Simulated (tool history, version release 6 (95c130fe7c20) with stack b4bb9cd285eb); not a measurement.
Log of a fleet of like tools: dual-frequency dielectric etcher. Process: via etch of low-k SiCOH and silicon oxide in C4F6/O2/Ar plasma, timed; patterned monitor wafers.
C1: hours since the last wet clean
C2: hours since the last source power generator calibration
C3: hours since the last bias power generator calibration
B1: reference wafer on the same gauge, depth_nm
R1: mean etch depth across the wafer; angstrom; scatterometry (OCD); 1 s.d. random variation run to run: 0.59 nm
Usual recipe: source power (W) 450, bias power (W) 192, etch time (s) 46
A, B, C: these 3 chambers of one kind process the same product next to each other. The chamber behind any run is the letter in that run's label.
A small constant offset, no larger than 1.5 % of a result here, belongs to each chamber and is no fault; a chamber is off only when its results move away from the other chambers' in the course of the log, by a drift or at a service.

Run 1C, hour 3.4: usual settings; C1 164.3; C2 663.8; C3 1595.4; B1 98.113. Result: R1 1172.4 angstrom.
Run 2B, hour 7.3: usual settings; C1 273.4; C2 628.4; C3 53.5; B1 97.993. Result: R1 1161.8 angstrom.
Run 3A, hour 10.5: usual settings; C1 578.7; C2 3197.7; C3 1539; B1 98.179. Result: R1 1167.2 angstrom.
Run 4A, hour 14: usual settings; C1 582.2; C2 3201.2; C3 1542.5; B1 98.026. Result: R1 1153.7 angstrom.
Run 5C, hour 16.8: usual settings; C1 177.7; C2 677.2; C3 1608.8; B1 98.065. Result: R1 1169.6 angstrom.
Run 6B, hour 20.8: usual settings but bias power (W) 178; C1 286.9; C2 641.9; C3 67; B1 98.116. Result: R1 1139.7 angstrom.
Run 7B, hour 25.5: usual settings but bias power (W) 178; C1 291.6; C2 646.6; C3 71.7; B1 97.984. Result: R1 1134.6 angstrom.
Run 8C, hour 30: usual settings but bias power (W) 178; C1 190.9; C2 690.4; C3 1622; B1 97.925. Result: R1 1145.3 angstrom.
At hour 33.1: chamber A: wet clean of the chamber.
Run 9A, hour 34.1: usual settings; C1 1; C2 3221.3; C3 1562.6; B1 97.992. Result: R1 1101 angstrom.
Run 10C, hour 37.1: usual settings; C1 198; C2 697.5; C3 1629.1; B1 98.089. Result: R1 1180.5 angstrom.
Run 11A, hour 41.6: usual settings; C1 8.5; C2 3228.8; C3 1570.1; B1 97.906. Result: R1 1095.5 angstrom.
Run 12B, hour 45.6: usual settings; C1 311.7; C2 666.7; C3 91.8; B1 97.96. Result: R1 1164 angstrom.
Run 13C, hour 48.8: usual settings; C1 209.7; C2 709.2; C3 1640.8; B1 97.894. Result: R1 1173.7 angstrom.
Run 14B, hour 53.4: usual settings; C1 319.5; C2 674.5; C3 99.6; B1 98.111. Result: R1 1156.9 angstrom.
Run 15A, hour 58.9: usual settings; C1 25.8; C2 3246.1; C3 1587.4; B1 97.982. Result: R1 1098.9 angstrom.
Run 16C, hour 63.4: usual settings; C1 224.3; C2 723.8; C3 1655.4; B1 98.104. Result: R1 1180.5 angstrom.
Run 17B, hour 66.7: usual settings; C1 332.8; C2 687.8; C3 112.9; B1 98.008. Result: R1 1164.9 angstrom.
Run 18A, hour 72.2: usual settings; C1 39.1; C2 3259.4; C3 1600.7; B1 97.827. Result: R1 1096.2 angstrom.
Run 19C, hour 77.2: usual settings; C1 238.1; C2 737.6; C3 1669.2; B1 97.982. Result: R1 1187.7 angstrom.
Run 20A, hour 80.2: usual settings; C1 47.1; C2 3267.4; C3 1608.7; B1 97.958. Result: R1 1099.9 angstrom.
Run 21B, hour 85.1: usual settings but etch time (s) 51; C1 351.2; C2 706.2; C3 131.3; B1 98.091. Result: R1 1290.4 angstrom.
Run 22C, hour 87.9: usual settings but etch time (s) 51; C1 248.8; C2 748.3; C3 1679.9; B1 98.084. Result: R1 1299.2 angstrom.
Run 23B, hour 90.9: usual settings but etch time (s) 51; C1 357; C2 712; C3 137.1; B1 98.058. Result: R1 1284.7 angstrom.

Has any chamber moved away from the others, gradually or after a service, or does the common gauge drift, or do the chambers differ only by their own small steady offsets? State the chamber and the most likely cause if one applies.

Chamber A came out of a service off from its peers and stayed that way.
What lies behind it: etch rate under this chamber's usual, % = 5.18.

Here are 4 candidates for chamber A's next run, each the usual settings with a change, their results left as question marks. Which one brings its results back in line with what the others give on the usual settings?
In line means no further than this from the other chambers' mean on the usual settings: R1 21 angstrom
Run 24A-1, hour 95.1: usual settings but bias power (W) 212. Result: R1 ?.
Run 24A-2, hour 95.1: usual settings but source power (W) 440, bias power (W) 190, etch time (s) 43.5. Result: R1 ?.
Run 24A-3, hour 95.1: usual settings but source power (W) 460, bias power (W) 194, etch time (s) 48.5. Result: R1 ?.
Run 24A-4, hour 95.1: usual settings but bias power (W) 191, etch time (s) 44.5. Result: R1 ?.

The mean the other chambers reach with the usual settings: R1 1170.7 angstrom
  run      R1
24A-1  1133.9
24A-2  1026.7
24A-3  1172.4
24A-4  1061.3
The right change is 24A-3: it brings the chamber back within the allowed miss of the others.

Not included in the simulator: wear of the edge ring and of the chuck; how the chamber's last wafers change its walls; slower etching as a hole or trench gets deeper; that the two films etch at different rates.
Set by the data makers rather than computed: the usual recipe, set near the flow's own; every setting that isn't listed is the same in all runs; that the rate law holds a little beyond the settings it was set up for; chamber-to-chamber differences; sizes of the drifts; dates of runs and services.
